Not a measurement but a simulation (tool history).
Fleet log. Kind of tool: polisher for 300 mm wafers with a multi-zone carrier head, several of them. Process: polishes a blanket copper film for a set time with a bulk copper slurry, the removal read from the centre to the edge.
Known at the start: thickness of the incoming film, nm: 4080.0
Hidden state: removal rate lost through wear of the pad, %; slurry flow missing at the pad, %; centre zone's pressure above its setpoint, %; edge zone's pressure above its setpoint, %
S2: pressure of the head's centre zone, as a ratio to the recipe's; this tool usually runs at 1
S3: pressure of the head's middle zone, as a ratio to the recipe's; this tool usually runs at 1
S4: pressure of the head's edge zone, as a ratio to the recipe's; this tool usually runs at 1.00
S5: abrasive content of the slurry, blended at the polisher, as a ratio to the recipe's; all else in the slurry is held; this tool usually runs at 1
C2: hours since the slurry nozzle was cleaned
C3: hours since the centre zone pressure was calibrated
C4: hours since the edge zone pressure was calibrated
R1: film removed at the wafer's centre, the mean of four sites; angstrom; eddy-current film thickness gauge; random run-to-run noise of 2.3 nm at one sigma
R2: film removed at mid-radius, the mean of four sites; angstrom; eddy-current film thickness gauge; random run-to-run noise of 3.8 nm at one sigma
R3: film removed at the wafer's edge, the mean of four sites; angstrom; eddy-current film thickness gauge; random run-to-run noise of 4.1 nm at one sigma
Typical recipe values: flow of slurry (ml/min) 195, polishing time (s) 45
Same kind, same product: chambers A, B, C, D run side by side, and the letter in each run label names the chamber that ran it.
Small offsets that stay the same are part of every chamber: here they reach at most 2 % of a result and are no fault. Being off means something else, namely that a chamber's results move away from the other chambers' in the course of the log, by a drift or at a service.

Run 1A, hour 6.0: usual settings; wafers polished on this pad 516; C2 140.4; C3 253.3; C4 677.6. Result: R1 3248.5 angstrom, R2 3120.8 angstrom, R3 3223.9 angstrom.
Run 2D, hour 10.4: usual settings; wafers polished on this pad 719; C2 287.5; C3 257.2; C4 545.8. Result: R1 3176.9 angstrom, R2 3253.0 angstrom, R3 3169.2 angstrom.
Run 3C, hour 15.4: usual settings; wafers polished on this pad 175; C2 160.4; C3 618.5; C4 238.7. Result: R1 3190.9 angstrom, R2 3079.9 angstrom, R3 3241.4 angstrom.
At hour 16.5: chamber B: worn pad replaced by a new one.
Run 4B, hour 20.0: usual settings; wafers polished on this pad 32; C2 138.4; C3 779.7; C4 87.8. Result: R1 3229.9 angstrom, R2 3202.2 angstrom, R3 3206.9 angstrom.
At hour 21.4: chamber A: worn pad replaced by a new one.
Run 5C, hour 23.6: usual settings; wafers polished on this pad 251; C2 168.6; C3 626.7; C4 246.9. Result: R1 3175.9 angstrom, R2 3173.3 angstrom, R3 3233.5 angstrom.
Run 6A, hour 28.9: usual settings; wafers polished on this pad 69; C2 163.3; C3 276.2; C4 700.5. Result: R1 3244.8 angstrom, R2 3230.6 angstrom, R3 3207.0 angstrom.
Run 7B, hour 33.2: usual settings; wafers polished on this pad 153; C2 151.6; C3 792.9; C4 101.0. Result: R1 3238.3 angstrom, R2 3267.0 angstrom, R3 3140.3 angstrom.
Run 8D, hour 36.9: usual settings; wafers polished on this pad 962; C2 314.0; C3 283.7; C4 572.3. Result: R1 3234.4 angstrom, R2 3282.2 angstrom, R3 3186.6 angstrom.
Run 9C, hour 41.5: usual settings but S4 1.09, polishing time (s) 33; wafers polished on this pad 415; C2 186.5; C3 644.6; C4 264.8. Result: R1 2343.6 angstrom, R2 2318.2 angstrom, R3 2414.0 angstrom.
At hour 43.7: chamber D: worn pad replaced by a new one.
Run 10A, hour 47.9: usual settings but S4 1.09, polishing time (s) 33; wafers polished on this pad 243; C2 182.3; C3 295.2; C4 719.5. Result: R1 2349.4 angstrom, R2 2399.0 angstrom, R3 2458.6 angstrom.
Run 11D, hour 53.7: usual settings but S4 1.09, polishing time (s) 33; wafers polished on this pad 91; C2 330.8; C3 300.5; C4 589.1. Result: R1 2369.4 angstrom, R2 2355.0 angstrom, R3 2503.4 angstrom.
Run 12B, hour 56.9: usual settings but S4 1.09, polishing time (s) 33; wafers polished on this pad 371; C2 175.3; C3 816.6; C4 124.7. Result: R1 2364.7 angstrom, R2 2310.8 angstrom, R3 2441.8 angstrom.
At hour 62.7: chamber C: worn pad replaced by a new one.
Run 13B, hour 63.0: usual settings; wafers polished on this pad 427; C2 181.4; C3 822.7; C4 130.8. Result: R1 3279.8 angstrom, R2 3223.0 angstrom, R3 3169.6 angstrom.
Run 14D, hour 66.8: usual settings but flow of slurry (ml/min) 150; wafers polished on this pad 212; C2 343.9; C3 313.6; C4 602.2. Result: R1 3043.6 angstrom, R2 3083.5 angstrom, R3 3116.8 angstrom.
Run 15A, hour 71.4: usual settings but flow of slurry (ml/min) 150; wafers polished on this pad 459; C2 205.8; C3 318.7; C4 743.0. Result: R1 3101.7 angstrom, R2 3119.4 angstrom, R3 3067.4 angstrom.
Run 16C, hour 74.6: usual settings but flow of slurry (ml/min) 150; wafers polished on this pad 109; C2 219.6; C3 677.7; C4 297.9. Result: R1 3053.6 angstrom, R2 3002.6 angstrom, R3 3062.2 angstrom.
Run 17B, hour 81.0: usual settings but flow of slurry (ml/min) 150; wafers polished on this pad 592; C2 199.4; C3 840.7; C4 148.8. Result: R1 3082.6 angstrom, R2 3136.5 angstrom, R3 3115.0 angstrom.
Run 18D, hour 84.7: usual settings; wafers polished on this pad 376; C2 361.8; C3 331.5; C4 620.1. Result: R1 3195.8 angstrom, R2 3119.5 angstrom, R3 3264.0 angstrom.
Run 19A, hour 89.2: usual settings; wafers polished on this pad 623; C2 223.6; C3 336.5; C4 760.8. Result: R1 3213.1 angstrom, R2 3156.9 angstrom, R3 3154.7 angstrom.
Run 20C, hour 93.9: usual settings but S4 0.93; wafers polished on this pad 287; C2 238.9; C3 697.0; C4 317.2. Result: R1 3253.9 angstrom, R2 3112.9 angstrom, R3 3123.5 angstrom.
Run 21C, hour 97.5: usual settings but S4 0.93; wafers polished on this pad 320; C2 242.5; C3 700.6; C4 320.8. Result: R1 3149.5 angstrom, R2 3171.4 angstrom, R3 3031.5 angstrom.
Run 22A, hour 102.7: usual settings but S4 0.93; wafers polished on this pad 747; C2 237.1; C3 350.0; C4 774.3. Result: R1 3185.1 angstrom, R2 3193.8 angstrom, R3 3097.2 angstrom.
Run 23D, hour 105.9: usual settings but S4 0.93; wafers polished on this pad 571; C2 383.0; C3 352.7; C4 641.3. Result: R1 3210.6 angstrom, R2 3247.6 angstrom, R3 3140.0 angstrom.
Run 24B, hour 112.0: usual settings; wafers polished on this pad 877; C2 230.4; C3 871.7; C4 179.8. Result: R1 3255.1 angstrom, R2 3236.4 angstrom, R3 3208.8 angstrom.
At hour 114.1: chamber A: worn pad replaced by a new one.
Run 25B, hour 117.6: usual settings; wafers polished on this pad 928; C2 236.0; C3 877.3; C4 185.4. Result: R1 3198.5 angstrom, R2 3188.4 angstrom, R3 3226.2 angstrom.
Run 26A, hour 124.0: usual settings; wafers polished on this pad 91; C2 258.4; C3 371.3; C4 795.6. Result: R1 3257.0 angstrom, R2 3248.5 angstrom, R3 3222.8 angstrom.
At hour 127.1: chamber C: worn pad replaced by a new one.
Run 27D, hour 130.1: usual settings; wafers polished on this pad 793; C2 407.2; C3 376.9; C4 665.5. Result: R1 3213.2 angstrom, R2 3150.1 angstrom, R3 3338.5 angstrom.
At hour 131.4: chamber B: worn pad replaced by a new one.
Run 28C, hour 134.4: usual settings; wafers polished on this pad 67; C2 279.4; C3 737.5; C4 357.7. Result: R1 3233.7 angstrom, R2 3155.3 angstrom, R3 3248.9 angstrom.
Run 29B, hour 139.6: usual settings; wafers polished on this pad 75; C2 258.0; C3 899.3; C4 207.4. Result: R1 3229.3 angstrom, R2 3140.9 angstrom, R3 3218.3 angstrom.
Run 30A, hour 145.2: usual settings; wafers polished on this pad 285; C2 279.6; C3 392.5; C4 816.8. Result: R1 3263.0 angstrom, R2 3232.0 angstrom, R3 3301.5 angstrom.
Run 31C, hour 150.4: usual settings; wafers polished on this pad 214; C2 295.4; C3 753.5; C4 373.7. Result: R1 3238.9 angstrom, R2 3142.5 angstrom, R3 3255.5 angstrom.
Run 32D, hour 154.6: usual settings; wafers polished on this pad 1018; C2 431.7; C3 401.4; C4 690.0. Result: R1 3243.6 angstrom, R2 3209.3 angstrom, R3 3304.3 angstrom.
At hour 155.8: chamber A: edge zone pressure recalibrated.
Run 33B, hour 159.2: usual settings; wafers polished on this pad 255; C2 277.6; C3 918.9; C4 227.0. Result: R1 3219.3 angstrom, R2 3245.9 angstrom, R3 3252.5 angstrom.
Run 34A, hour 164.0: usual settings; wafers polished on this pad 458; C2 298.4; C3 411.3; C4 8.3. Result: R1 3233.6 angstrom, R2 3179.3 angstrom, R3 3270.4 angstrom.
Run 35C, hour 169.3: usual settings; wafers polished on this pad 388; C2 314.3; C3 772.4; C4 392.6. Result: R1 3232.8 angstrom, R2 3145.0 angstrom, R3 3205.5 angstrom.

Each of the 4 chambers runs these same settings next. Fill in every chamber's results:
Run 36A, hour 174.0: usual settings but polishing time (s) 40. Result: R1 ?, R2 ?, R3 ?.
Run 36B, hour 174.0: usual settings but polishing time (s) 40. Result: R1 ?, R2 ?, R3 ?.
Run 36C, hour 174.0: usual settings but polishing time (s) 40. Result: R1 ?, R2 ?, R3 ?.
Run 36D, hour 174.0: usual settings but polishing time (s) 40. Result: R1 ?, R2 ?, R3 ?.

run      R1      R2      R3
36A  2870.2  2798.5  2873.4
36B  2872.7  2844.2  2826.7
36C  2878.8  2812.6  2804.9
36D  2880.6  2783.2  2933.0

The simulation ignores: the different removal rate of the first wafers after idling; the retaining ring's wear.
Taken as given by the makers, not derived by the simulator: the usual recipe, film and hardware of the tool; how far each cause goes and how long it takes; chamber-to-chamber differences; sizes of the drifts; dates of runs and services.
